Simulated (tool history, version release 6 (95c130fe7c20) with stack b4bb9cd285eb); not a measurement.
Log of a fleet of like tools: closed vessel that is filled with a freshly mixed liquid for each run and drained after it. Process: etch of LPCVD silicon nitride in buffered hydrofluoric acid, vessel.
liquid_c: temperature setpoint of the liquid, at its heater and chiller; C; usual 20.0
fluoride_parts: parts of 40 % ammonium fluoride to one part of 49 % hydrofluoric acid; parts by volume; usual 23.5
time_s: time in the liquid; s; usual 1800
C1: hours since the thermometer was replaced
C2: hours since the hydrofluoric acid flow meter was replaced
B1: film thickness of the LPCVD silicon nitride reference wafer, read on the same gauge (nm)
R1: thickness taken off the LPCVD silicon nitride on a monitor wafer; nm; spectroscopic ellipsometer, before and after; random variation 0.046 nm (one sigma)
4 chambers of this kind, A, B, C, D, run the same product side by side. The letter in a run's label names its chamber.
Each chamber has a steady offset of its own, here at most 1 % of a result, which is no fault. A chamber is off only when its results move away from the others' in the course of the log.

run 1D hour=12.2 | liquid_c=20.0 fluoride_parts=23.5 time_s=1800 | C1=752.3 C2=222.0 | B1=30.010 | R1=9.5168
run 2C hour=21.8 | liquid_c=20.0 fluoride_parts=23.5 time_s=1800 | C1=393.4 C2=72.1 | B1=29.969 | R1=9.5476
run 3B hour=32.7 | liquid_c=20.0 fluoride_parts=23.5 time_s=1800 | C1=409.1 C2=118.8 | B1=29.992 | R1=9.6450
run 4A hour=44.3 | liquid_c=20.0 fluoride_parts=23.5 time_s=1800 | C1=397.8 C2=661.1 | B1=30.029 | R1=9.4707
run 5A hour=54.7 | liquid_c=20.0 fluoride_parts=23.5 time_s=1800 | C1=408.2 C2=671.5 | B1=30.001 | R1=9.5105
run 6B hour=61.4 | liquid_c=25.0 fluoride_parts=23.5 time_s=1800 | C1=437.8 C2=147.5 | B1=29.986 | R1=12.6620
run 7D hour=71.5 | liquid_c=25.0 fluoride_parts=23.5 time_s=1800 | C1=811.6 C2=281.3 | B1=29.982 | R1=12.7000
run 8C hour=78.3 | liquid_c=25.0 fluoride_parts=23.5 time_s=1800 | C1=449.9 C2=128.6 | B1=30.007 | R1=12.6370
run 9A hour=86.4 | liquid_c=25.0 fluoride_parts=23.5 time_s=1800 | C1=439.9 C2=703.2 | B1=30.006 | R1=12.4890
run 10B hour=99.8 | liquid_c=20.0 fluoride_parts=23.5 time_s=1800 | C1=476.2 C2=185.9 | B1=30.015 | R1=9.5213
run 11C hour=112.3 | liquid_c=20.0 fluoride_parts=23.5 time_s=1800 | C1=483.9 C2=162.6 | B1=29.989 | R1=9.5205
run 12D hour=122.8 | liquid_c=20.0 fluoride_parts=23.5 time_s=1800 | C1=862.9 C2=332.6 | B1=29.998 | R1=9.5422
run 13D hour=131.6 | liquid_c=20.0 fluoride_parts=23.5 time_s=1800 | C1=871.7 C2=341.4 | B1=29.970 | R1=9.5128
run 14C hour=138.6 | liquid_c=24.0 fluoride_parts=29.0 time_s=1800 | C1=510.2 C2=188.9 | B1=30.046 | R1=10.3230
run 15B hour=147.7 | liquid_c=24.0 fluoride_parts=29.0 time_s=1800 | C1=524.1 C2=233.8 | B1=30.052 | R1=10.3290
run 16A hour=155.5 | liquid_c=24.0 fluoride_parts=29.0 time_s=1800 | C1=509.0 C2=772.3 | B1=30.012 | R1=10.2120
run 17A hour=164.4 | liquid_c=24.0 fluoride_parts=29.0 time_s=1800 | C1=517.9 C2=781.2 | B1=29.983 | R1=10.1570
run 18C hour=172.4 | liquid_c=20.0 fluoride_parts=23.5 time_s=1800 | C1=544.0 C2=222.7 | B1=30.007 | R1=9.4527
run 19D hour=182.2 | liquid_c=24.5 fluoride_parts=23.5 time_s=965 | C1=922.3 C2=392.0 | B1=29.982 | R1=6.5727
run 20B hour=192.0 | liquid_c=24.5 fluoride_parts=23.5 time_s=965 | C1=568.4 C2=278.1 | B1=29.982 | R1=6.5393
run 21B hour=201.8 | liquid_c=24.5 fluoride_parts=23.5 time_s=965 | C1=578.2 C2=287.9 | B1=29.998 | R1=6.5837
-- hour=208.3 chamber A: hydrofluoric acid flow meter replaced
run 22C hour=209.6 | liquid_c=24.5 fluoride_parts=23.5 time_s=965 | C1=581.2 C2=259.9 | B1=29.989 | R1=6.5275
run 23A hour=215.8 | liquid_c=20.0 fluoride_parts=23.5 time_s=1800 | C1=569.3 C2=7.6 | B1=29.986 | R1=9.2893
run 24D hour=222.2 | liquid_c=20.0 fluoride_parts=23.5 time_s=1800 | C1=962.3 C2=432.0 | B1=29.958 | R1=9.6410
run 25B hour=229.8 | liquid_c=20.0 fluoride_parts=23.5 time_s=1800 | C1=606.2 C2=315.9 | B1=29.992 | R1=9.5431
run 26A hour=237.3 | liquid_c=20.0 fluoride_parts=23.5 time_s=1800 | C1=590.8 C2=29.1 | B1=29.968 | R1=9.1508
run 27D hour=244.2 | liquid_c=20.0 fluoride_parts=23.5 time_s=1800 | C1=984.3 C2=454.0 | B1=30.021 | R1=9.5445
run 28C hour=257.6 | liquid_c=20.0 fluoride_parts=23.5 time_s=1800 | C1=629.2 C2=307.9 | B1=30.049 | R1=9.5734
run 29D hour=266.3 | liquid_c=20.0 fluoride_parts=23.5 time_s=1800 | C1=1006.4 C2=476.1 | B1=29.994 | R1=9.5859
run 30A hour=273.4 | liquid_c=20.0 fluoride_parts=23.5 time_s=1800 | C1=626.9 C2=65.2 | B1=29.997 | R1=9.1921
run 31C hour=282.9 | liquid_c=20.0 fluoride_parts=23.5 time_s=1800 | C1=654.5 C2=333.2 | B1=29.954 | R1=9.5166
run 32B hour=293.2 | liquid_c=20.0 fluoride_parts=23.5 time_s=1800 | C1=669.6 C2=379.3 | B1=29.971 | R1=9.5510
run 33C hour=299.9 | liquid_c=20.0 fluoride_parts=23.5 time_s=1800 | C1=671.5 C2=350.2 | B1=30.023 | R1=9.4701
run 34B hour=307.8 | liquid_c=20.0 fluoride_parts=23.5 time_s=1800 | C1=684.2 C2=393.9 | B1=29.991 | R1=9.5051
run 35D hour=317.0 | liquid_c=20.0 fluoride_parts=23.5 time_s=1800 | C1=1057.1 C2=526.8 | B1=29.974 | R1=9.5739
run 36A hour=325.5 | liquid_c=20.0 fluoride_parts=23.5 time_s=1800 | C1=679.0 C2=117.3 | B1=29.938 | R1=9.0347
run 37D hour=338.3 | liquid_c=20.0 fluoride_parts=23.5 time_s=1800 | C1=1078.4 C2=548.1 | B1=29.980 | R1=9.6871
run 38B hour=348.6 | liquid_c=20.0 fluoride_parts=23.5 time_s=1800 | C1=725.0 C2=434.7 | B1=30.031 | R1=9.5242

Next, every chamber runs the same settings. What will each give?
run 39A hour=358.7 | liquid_c=20.0 fluoride_parts=23.5 time_s=790 | R1=?
run 39B hour=358.7 | liquid_c=20.0 fluoride_parts=23.5 time_s=790 | R1=?
run 39C hour=358.7 | liquid_c=20.0 fluoride_parts=23.5 time_s=790 | R1=?
run 39D hour=358.7 | liquid_c=20.0 fluoride_parts=23.5 time_s=790 | R1=?

run=39A R1=3.9654
run=39B R1=4.1574
run=39C R1=4.1627
run=39D R1=4.1930

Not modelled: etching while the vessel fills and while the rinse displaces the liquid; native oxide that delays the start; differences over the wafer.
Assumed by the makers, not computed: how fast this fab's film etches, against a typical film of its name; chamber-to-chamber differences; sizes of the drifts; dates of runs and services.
